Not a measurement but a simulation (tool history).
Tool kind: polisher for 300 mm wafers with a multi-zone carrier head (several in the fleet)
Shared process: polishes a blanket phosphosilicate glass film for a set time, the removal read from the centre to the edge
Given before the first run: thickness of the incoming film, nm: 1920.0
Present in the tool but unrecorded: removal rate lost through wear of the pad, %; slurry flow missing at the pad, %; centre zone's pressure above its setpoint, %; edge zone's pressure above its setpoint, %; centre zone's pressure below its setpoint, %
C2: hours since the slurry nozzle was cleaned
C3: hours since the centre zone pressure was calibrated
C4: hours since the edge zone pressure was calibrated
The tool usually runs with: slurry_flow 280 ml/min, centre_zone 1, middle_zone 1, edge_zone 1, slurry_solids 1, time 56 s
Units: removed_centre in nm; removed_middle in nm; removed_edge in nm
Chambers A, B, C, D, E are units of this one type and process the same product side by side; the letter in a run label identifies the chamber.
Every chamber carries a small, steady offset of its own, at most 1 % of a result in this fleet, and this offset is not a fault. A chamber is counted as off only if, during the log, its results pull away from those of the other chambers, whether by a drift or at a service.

run 1E day=0.108 | slurry_flow=280 centre_zone=1 middle_zone=1 edge_zone=1 slurry_solids=1 time=56 | wafers_polished_on_this_pad=553 C2=394.6 C3=554.3 C4=428.9 | removed_centre=380.13 removed_middle=370.39 removed_edge=367.26
run 2B day=0.292 | slurry_flow=280 centre_zone=1 middle_zone=1 edge_zone=1 slurry_solids=1 time=56 | wafers_polished_on_this_pad=319 C2=602.8 C3=274.7 C4=1218 | removed_centre=382.66 removed_middle=379.11 removed_edge=365.21
run 3D day=0.483 | slurry_flow=280 centre_zone=1 middle_zone=1 edge_zone=1 slurry_solids=1 time=56 | wafers_polished_on_this_pad=600 C2=201.6 C3=87.1 C4=324.3 | removed_centre=375.09 removed_middle=382.08 removed_edge=379.96
-- day=0.567 chamber A: worn pad replaced by a new one
run 4A day=0.6 | slurry_flow=280 centre_zone=1 middle_zone=1 edge_zone=1 slurry_solids=1 time=56 | wafers_polished_on_this_pad=8 C2=227.2 C3=348.2 C4=789.5 | removed_centre=376.5 removed_middle=365.54 removed_edge=368.15
-- day=0.696 chamber A: edge zone pressure recalibrated
run 5C day=0.712 | slurry_flow=280 centre_zone=1 middle_zone=1 edge_zone=1 slurry_solids=1 time=56 | wafers_polished_on_this_pad=559 C2=202.8 C3=250.2 C4=29.8 | removed_centre=379.03 removed_middle=380.71 removed_edge=383.02
run 6C day=0.879 | slurry_flow=280 centre_zone=1 middle_zone=1 edge_zone=0.92 slurry_solids=1 time=45 | wafers_polished_on_this_pad=597 C2=206.8 C3=254.2 C4=33.8 | removed_centre=301.63 removed_middle=307.05 removed_edge=288.49
run 7B day=1.079 | slurry_flow=280 centre_zone=1 middle_zone=1 edge_zone=0.92 slurry_solids=1 time=45 | wafers_polished_on_this_pad=499 C2=621.7 C3=293.6 C4=1236.9 | removed_centre=306.98 removed_middle=310.44 removed_edge=284.13
-- day=1.15 chamber D: worn pad replaced by a new one
run 8D day=1.233 | slurry_flow=280 centre_zone=1 middle_zone=1 edge_zone=0.92 slurry_solids=1 time=45 | wafers_polished_on_this_pad=19 C2=219.6 C3=105.1 C4=342.3 | removed_centre=304.51 removed_middle=304.75 removed_edge=287.56
-- day=1.367 chamber E: worn pad replaced by a new one
run 9E day=1.367 | slurry_flow=280 centre_zone=1 middle_zone=1 edge_zone=0.92 slurry_solids=1 time=45 | wafers_polished_on_this_pad=0 C2=424.8 C3=584.5 C4=459.1 | removed_centre=306.96 removed_middle=299.51 removed_edge=290.23
run 10A day=1.471 | slurry_flow=280 centre_zone=1 middle_zone=1 edge_zone=0.92 slurry_solids=1 time=45 | wafers_polished_on_this_pad=207 C2=248.1 C3=369.1 C4=18.6 | removed_centre=308.99 removed_middle=305.51 removed_edge=285.12
run 11D day=1.592 | slurry_flow=310 centre_zone=1 middle_zone=1.06 edge_zone=1 slurry_solids=1 time=56 | wafers_polished_on_this_pad=101 C2=228.2 C3=113.7 C4=350.9 | removed_centre=375.28 removed_middle=405.04 removed_edge=381.46
run 12C day=1.779 | slurry_flow=310 centre_zone=1 middle_zone=1.06 edge_zone=1 slurry_solids=1 time=56 | wafers_polished_on_this_pad=803 C2=228.4 C3=275.8 C4=55.4 | removed_centre=375.68 removed_middle=401.26 removed_edge=383.06
run 13E day=1.917 | slurry_flow=310 centre_zone=1 middle_zone=1.06 edge_zone=1 slurry_solids=1 time=56 | wafers_polished_on_this_pad=125 C2=438 C3=597.7 C4=472.3 | removed_centre=382.18 removed_middle=395.74 removed_edge=380.54
run 14B day=2.096 | slurry_flow=310 centre_zone=1 middle_zone=1.06 edge_zone=1 slurry_solids=1 time=56 | wafers_polished_on_this_pad=731 C2=646.1 C3=318 C4=1261.3 | removed_centre=382.51 removed_middle=404.02 removed_edge=379.94
run 15A day=2.233 | slurry_flow=310 centre_zone=1 middle_zone=1.06 edge_zone=1 slurry_solids=1 time=56 | wafers_polished_on_this_pad=381 C2=266.4 C3=387.4 C4=36.9 | removed_centre=375.1 removed_middle=400.45 removed_edge=385.75
run 16C day=2.367 | slurry_flow=280 centre_zone=1 middle_zone=1 edge_zone=1 slurry_solids=1 time=56 | wafers_polished_on_this_pad=937 C2=242.5 C3=289.9 C4=69.5 | removed_centre=380.22 removed_middle=367.5 removed_edge=384.57
run 17E day=2.479 | slurry_flow=280 centre_zone=1 middle_zone=1 edge_zone=1 slurry_solids=1 time=56 | wafers_polished_on_this_pad=254 C2=451.5 C3=611.2 C4=485.8 | removed_centre=375.53 removed_middle=381.35 removed_edge=372.09
run 18D day=2.612 | slurry_flow=280 centre_zone=1 middle_zone=1 edge_zone=1 slurry_solids=1 time=56 | wafers_polished_on_this_pad=334 C2=252.7 C3=138.2 C4=375.4 | removed_centre=370.17 removed_middle=375.73 removed_edge=371.51
run 19A day=2.808 | slurry_flow=280 centre_zone=1 middle_zone=1.07 edge_zone=1 slurry_solids=0.9 time=56 | wafers_polished_on_this_pad=513 C2=280.2 C3=401.2 C4=50.7 | removed_centre=355.15 removed_middle=385.32 removed_edge=346.37
run 20B day=3.004 | slurry_flow=280 centre_zone=1 middle_zone=1.07 edge_zone=1 slurry_solids=0.9 time=56 | wafers_polished_on_this_pad=939 C2=667.9 C3=339.8 C4=1283.1 | removed_centre=367 removed_middle=384.31 removed_edge=356.09
-- day=3.146 chamber C: worn pad replaced by a new one
run 21B day=3.192 | slurry_flow=280 centre_zone=1 middle_zone=1.07 edge_zone=1 slurry_solids=0.9 time=56 | wafers_polished_on_this_pad=982 C2=672.4 C3=344.3 C4=1287.6 | removed_centre=359.48 removed_middle=386.4 removed_edge=357.42
-- day=3.225 chamber A: centre zone pressure recalibrated
run 22C day=3.325 | slurry_flow=280 centre_zone=1 middle_zone=1.07 edge_zone=1 slurry_solids=0.9 time=56 | wafers_polished_on_this_pad=41 C2=265.5 C3=312.9 C4=92.5 | removed_centre=360.49 removed_middle=375.26 removed_edge=362.54
-- day=3.467 chamber B: edge zone pressure recalibrated
run 23A day=3.525 | slurry_flow=280 centre_zone=1 middle_zone=1.07 edge_zone=1 slurry_solids=0.9 time=56 | wafers_polished_on_this_pad=676 C2=297.4 C3=7.3 C4=67.9 | removed_centre=356.92 removed_middle=373.37 removed_edge=360.72
run 24D day=3.646 | slurry_flow=280 centre_zone=1 middle_zone=1 edge_zone=0.92 slurry_solids=1.2 time=56 | wafers_polished_on_this_pad=570 C2=277.5 C3=163 C4=400.2 | removed_centre=388.84 removed_middle=405.23 removed_edge=398.29
run 25E day=3.833 | slurry_flow=280 centre_zone=1 middle_zone=1 edge_zone=0.92 slurry_solids=1.2 time=56 | wafers_polished_on_this_pad=563 C2=484 C3=643.7 C4=518.3 | removed_centre=411.1 removed_middle=405.32 removed_edge=388.7
run 26B day=4.033 | slurry_flow=280 centre_zone=1 middle_zone=1 edge_zone=0.92 slurry_solids=1.2 time=56 | wafers_polished_on_this_pad=1174 C2=692.6 C3=364.5 C4=13.7 | removed_centre=408.3 removed_middle=405.38 removed_edge=385.77
-- day=4.096 chamber C: slurry nozzle cleaned
run 27E day=4.196 | slurry_flow=280 centre_zone=1 middle_zone=1 edge_zone=0.92 slurry_solids=1.2 time=56 | wafers_polished_on_this_pad=646 C2=492.7 C3=652.4 C4=527 | removed_centre=418.2 removed_middle=410.23 removed_edge=389.7
-- day=4.246 chamber D: worn pad replaced by a new one
run 28A day=4.304 | slurry_flow=280 centre_zone=1 middle_zone=1 edge_zone=0.92 slurry_solids=1.2 time=56 | wafers_polished_on_this_pad=854 C2=316.1 C3=26 C4=86.6 | removed_centre=410.89 removed_middle=409.48 removed_edge=387.86
run 29C day=4.462 | slurry_flow=280 centre_zone=1 middle_zone=1 edge_zone=1 slurry_solids=1 time=56 | wafers_polished_on_this_pad=301 C2=8.8 C3=340.2 C4=119.8 | removed_centre=375.3 removed_middle=371.21 removed_edge=380.66
run 30D day=4.625 | slurry_flow=280 centre_zone=1 middle_zone=1 edge_zone=1 slurry_solids=1 time=56 | wafers_polished_on_this_pad=87 C2=301 C3=186.5 C4=423.7 | removed_centre=358.12 removed_middle=387.4 removed_edge=364.45
run 31D day=4.725 | slurry_flow=280 centre_zone=1 middle_zone=1 edge_zone=1 slurry_solids=1 time=56 | wafers_polished_on_this_pad=110 C2=303.4 C3=188.9 C4=426.1 | removed_centre=348.33 removed_middle=368.47 removed_edge=373.77
run 32E day=4.825 | slurry_flow=280 centre_zone=1 middle_zone=1 edge_zone=1 slurry_solids=1 time=56 | wafers_polished_on_this_pad=790 C2=507.8 C3=667.5 C4=542.1 | removed_centre=374.75 removed_middle=381.95 removed_edge=380.78
-- day=4.854 chamber B: worn pad replaced by a new one
run 33A day=5 | slurry_flow=280 centre_zone=1 middle_zone=1 edge_zone=1 slurry_solids=1 time=56 | wafers_polished_on_this_pad=1013 C2=332.8 C3=42.7 C4=103.3 | removed_centre=375.75 removed_middle=381.75 removed_edge=376.62
-- day=5.104 chamber A: worn pad replaced by a new one
run 34C day=5.104 | slurry_flow=280 centre_zone=1 middle_zone=1 edge_zone=1 slurry_solids=1 time=56 | wafers_polished_on_this_pad=448 C2=24.2 C3=355.6 C4=135.2 | removed_centre=367.82 removed_middle=373.86 removed_edge=386.87
run 35B day=5.204 | slurry_flow=280 centre_zone=1 middle_zone=1 edge_zone=1 slurry_solids=1 time=56 | wafers_polished_on_this_pad=80 C2=720.7 C3=392.6 C4=41.8 | removed_centre=374.61 removed_middle=381.06 removed_edge=373.22
-- day=5.4 chamber E: worn pad replaced by a new one
run 36D day=5.4 | slurry_flow=280 centre_zone=1 middle_zone=1 edge_zone=1 slurry_solids=1 time=56 | wafers_polished_on_this_pad=264 C2=319.6 C3=205.1 C4=442.3 | removed_centre=342.44 removed_middle=379.54 removed_edge=374.5
run 37C day=5.596 | slurry_flow=280 centre_zone=1 middle_zone=1 edge_zone=1 slurry_solids=1 time=56 | wafers_polished_on_this_pad=560 C2=36 C3=367.4 C4=147 | removed_centre=375.6 removed_middle=387.75 removed_edge=373.86
run 38E day=5.683 | slurry_flow=280 centre_zone=1 middle_zone=1 edge_zone=1 slurry_solids=1 time=56 | wafers_polished_on_this_pad=65 C2=528.4 C3=688.1 C4=562.7 | removed_centre=380.51 removed_middle=384.53 removed_edge=371.57
run 39B day=5.862 | slurry_flow=280 centre_zone=1.1 middle_zone=0.92 edge_zone=1 slurry_solids=1 time=56 | wafers_polished_on_this_pad=230 C2=736.5 C3=408.4 C4=57.6 | removed_centre=413.07 removed_middle=343.78 removed_edge=376.69
run 40A day=5.971 | slurry_flow=280 centre_zone=1.1 middle_zone=0.92 edge_zone=1 slurry_solids=1 time=56 | wafers_polished_on_this_pad=198 C2=356.1 C3=66 C4=126.6 | removed_centre=420.61 removed_middle=347.13 removed_edge=375.82
run 41A day=6.083 | slurry_flow=280 centre_zone=1.1 middle_zone=0.92 edge_zone=1 slurry_solids=1 time=56 | wafers_polished_on_this_pad=223 C2=358.8 C3=68.7 C4=129.3 | removed_centre=419.22 removed_middle=352.73 removed_edge=377.86

Each of the 5 chambers runs these same settings next. Fill in every chamber's results:
run 42A day=6.233 | slurry_flow=280 centre_zone=1 middle_zone=1 edge_zone=1 slurry_solids=1 time=56 | removed_centre=? removed_middle=? removed_edge=?
run 42B day=6.233 | slurry_flow=280 centre_zone=1 middle_zone=1 edge_zone=1 slurry_solids=1 time=56 | removed_centre=? removed_middle=? removed_edge=?
run 42C day=6.233 | slurry_flow=280 centre_zone=1 middle_zone=1 edge_zone=1 slurry_solids=1 time=56 | removed_centre=? removed_middle=? removed_edge=?
run 42D day=6.233 | slurry_flow=280 centre_zone=1 middle_zone=1 edge_zone=1 slurry_solids=1 time=56 | removed_centre=? removed_middle=? removed_edge=?
run 42E day=6.233 | slurry_flow=280 centre_zone=1 middle_zone=1 edge_zone=1 slurry_solids=1 time=56 | removed_centre=? removed_middle=? removed_edge=?

run=42A removed_centre=376 removed_middle=369.55 removed_edge=371.89
run=42B removed_centre=370.82 removed_middle=379.34 removed_edge=379.09
run=42C removed_centre=375.9 removed_middle=379.91 removed_edge=379.57
run=42D removed_centre=344.7 removed_middle=383.08 removed_edge=371.89
run=42E removed_centre=375.69 removed_middle=378.62 removed_edge=372.3

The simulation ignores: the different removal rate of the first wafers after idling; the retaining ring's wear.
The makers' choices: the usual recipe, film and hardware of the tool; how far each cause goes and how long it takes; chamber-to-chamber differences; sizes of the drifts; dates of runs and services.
